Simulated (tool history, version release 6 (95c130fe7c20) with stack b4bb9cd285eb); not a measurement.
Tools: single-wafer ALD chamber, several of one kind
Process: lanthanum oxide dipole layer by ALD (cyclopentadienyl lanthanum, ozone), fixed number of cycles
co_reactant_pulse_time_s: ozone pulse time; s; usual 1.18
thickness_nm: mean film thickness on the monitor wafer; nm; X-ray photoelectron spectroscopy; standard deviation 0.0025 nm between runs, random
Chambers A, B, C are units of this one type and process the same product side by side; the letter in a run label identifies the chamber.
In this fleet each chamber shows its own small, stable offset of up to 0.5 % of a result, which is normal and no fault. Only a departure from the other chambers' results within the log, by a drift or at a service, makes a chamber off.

run,hour,co_reactant_pulse_time_s,hours since the last thermocouple change,hours since the last ozone generator service,"read-back reference wafer on the same gauge, thickness_nm",thickness_nm
1C,8.3,1.18,1473.1,374.6,0.42954,0.52244
2A,16.2,1.18,368.4,571.8,0.43011,0.52228
3B,24.5,1.18,235.2,1121.8,0.43015,0.51970
4C,32.0,1.18,1496.8,398.3,0.43019,0.52158
5B,39.0,1.18,249.7,1136.3,0.42947,0.52216
6A,44.9,0.74,397.1,600.5,0.43048,0.44190
7B,50.6,0.74,261.3,1147.9,0.43040,0.44304
8C,57.3,0.74,1522.1,423.6,0.43041,0.44430
9A,63.4,1.18,415.6,619.0,0.42954,0.52039
10B,69.5,1.18,280.2,1166.8,0.42936,0.52143
11C,75.0,1.18,1539.8,441.3,0.42980,0.52937
12A,82.2,1.18,434.4,637.8,0.43020,0.51905
# hour 88.2: chamber B: ozone generator serviced
13C,89.7,1.18,1554.5,456.0,0.43001,0.52314
14A,97.1,1.18,449.3,652.7,0.42961,0.51463
15B,101.5,1.18,312.2,13.4,0.43005,0.52651
16C,109.5,1.18,1574.3,475.8,0.43082,0.52382
17A,113.6,1.18,465.8,669.2,0.43029,0.51303
18B,120.6,1.18,331.3,32.5,0.43002,0.52382
19A,127.6,1.40,479.8,683.2,0.43007,0.53270
20B,136.1,1.40,346.8,48.0,0.43008,0.54024
21C,144.4,1.40,1609.2,510.7,0.42996,0.54134
22B,151.4,1.18,362.1,63.3,0.43004,0.52870
23C,155.3,1.38,1620.1,521.6,0.42962,0.53632
24A,163.4,1.38,515.6,719.0,0.42963,0.52954
25C,172.0,1.38,1636.8,538.3,0.43010,0.53657
26A,178.7,1.18,530.9,734.3,0.43004,0.50714
27B,184.4,0.89,395.1,96.3,0.43001,0.48146
28A,192.5,0.89,544.7,748.1,0.43021,0.45473
29C,199.9,0.89,1664.7,566.2,0.42995,0.48033
30B,207.4,1.18,418.1,119.3,0.43026,0.52286
31A,212.6,1.18,564.8,768.2,0.42991,0.49731
32C,219.8,1.00,1684.6,586.1,0.42991,0.49852
33B,225.4,1.00,436.1,137.3,0.42944,0.49623
34A,230.1,1.00,582.3,785.7,0.43054,0.46716
35C,238.0,1.18,1702.8,604.3,0.42993,0.52201
36B,244.0,1.18,454.7,155.9,0.42972,0.52640

Next, all 3 chambers run the settings below, one line each with question marks for the results. What does each chamber give?
37A,250.2,1.18,,,,?
37B,250.2,1.18,,,,?
37C,250.2,1.18,,,,?

run,thickness_nm
37A,0.49683
37B,0.52723
37C,0.52109
